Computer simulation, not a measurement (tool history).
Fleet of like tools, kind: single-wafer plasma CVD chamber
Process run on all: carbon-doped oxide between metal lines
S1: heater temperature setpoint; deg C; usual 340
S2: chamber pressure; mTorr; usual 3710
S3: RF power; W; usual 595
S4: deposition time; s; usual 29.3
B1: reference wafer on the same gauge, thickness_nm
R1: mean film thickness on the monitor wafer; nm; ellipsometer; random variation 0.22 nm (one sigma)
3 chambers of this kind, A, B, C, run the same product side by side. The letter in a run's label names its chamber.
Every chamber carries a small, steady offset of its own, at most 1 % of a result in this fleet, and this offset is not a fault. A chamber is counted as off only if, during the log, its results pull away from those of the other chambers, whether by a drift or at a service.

| run | hour | S1 | S2 | S3 | S4 | B1 | R1 |
|---|---|---|---|---|---|---|---|
| 1B | 2.9 | 340 | 3710 | 595 | 29.3 | 189.01 | 166.07 |
| 2C | 5.7 | 340 | 3710 | 595 | 29.3 | 189.09 | 165.64 |
| 3A | 8.5 | 340 | 3710 | 595 | 29.3 | 189.07 | 163.84 |
| 4B | 11.3 | 340 | 3710 | 595 | 29.3 | 189.11 | 166.66 |
| 5A | 14.8 | 340 | 3710 | 595 | 29.3 | 189.15 | 164.32 |
| 6C | 18.6 | 340 | 3710 | 595 | 29.3 | 189.2 | 165.83 |
| 7C | 21.1 | 340 | 3710 | 595 | 29.3 | 189.32 | 165.85 |
| 8A | 24.5 | 340 | 3710 | 595 | 29.3 | 189.31 | 163.86 |
| 9B | 29.1 | 340 | 3710 | 685 | 29.3 | 189.37 | 181.79 |
| 10C | 32.5 | 340 | 3710 | 685 | 29.3 | 189.35 | 180.78 |
| 11A | 36.5 | 340 | 3710 | 685 | 29.3 | 189.44 | 178.84 |
| 12B | 38.7 | 340 | 3710 | 595 | 29.3 | 189.52 | 166.2 |
| 13B | 41.6 | 340 | 3710 | 595 | 29.3 | 189.48 | 166.98 |
| 14C | 44.9 | 340 | 3710 | 595 | 29.3 | 189.54 | 165.98 |
| 15A | 48.1 | 340 | 3710 | 595 | 29.3 | 189.51 | 164.25 |
| 16A | 51.2 | 340 | 3710 | 595 | 29.3 | 189.59 | 164.12 |
| 17B | 53.9 | 340 | 3710 | 595 | 29.3 | 189.61 | 167.01 |
| 18C | 57.8 | 340 | 3710 | 595 | 29.3 | 189.7 | 166.46 |
| 19B | 62.5 | 340 | 3710 | 595 | 29.3 | 189.76 | 167.4 |
| 20A | 67.4 | 340 | 3710 | 595 | 29.3 | 189.78 | 164.69 |
| 21C | 71.1 | 340 | 3710 | 595 | 29.3 | 189.85 | 166.43 |
| 22A | 73.5 | 340 | 3710 | 595 | 29.3 | 189.86 | 164.81 |
| 23B | 76.6 | 340 | 3710 | 595 | 29.3 | 189.9 | 166.71 |
| 24C | 80.9 | 340 | 3710 | 595 | 29.3 | 190.03 | 166.38 |
| 25A | 85.7 | 340 | 3710 | 595 | 29.3 | 190.02 | 164.88 |

Decide between three cases: one chamber stands off from its peers, the gauge reading all wafers drifts, or nothing is wrong past each chamber's small offset. Where a chamber is off, say which and what most likely put it there.

Every chamber seems to shift together because the gauge that measures them all drifts; the chambers themselves are fine.
Likeliest cause: gauge reads high (%) = 0.557.

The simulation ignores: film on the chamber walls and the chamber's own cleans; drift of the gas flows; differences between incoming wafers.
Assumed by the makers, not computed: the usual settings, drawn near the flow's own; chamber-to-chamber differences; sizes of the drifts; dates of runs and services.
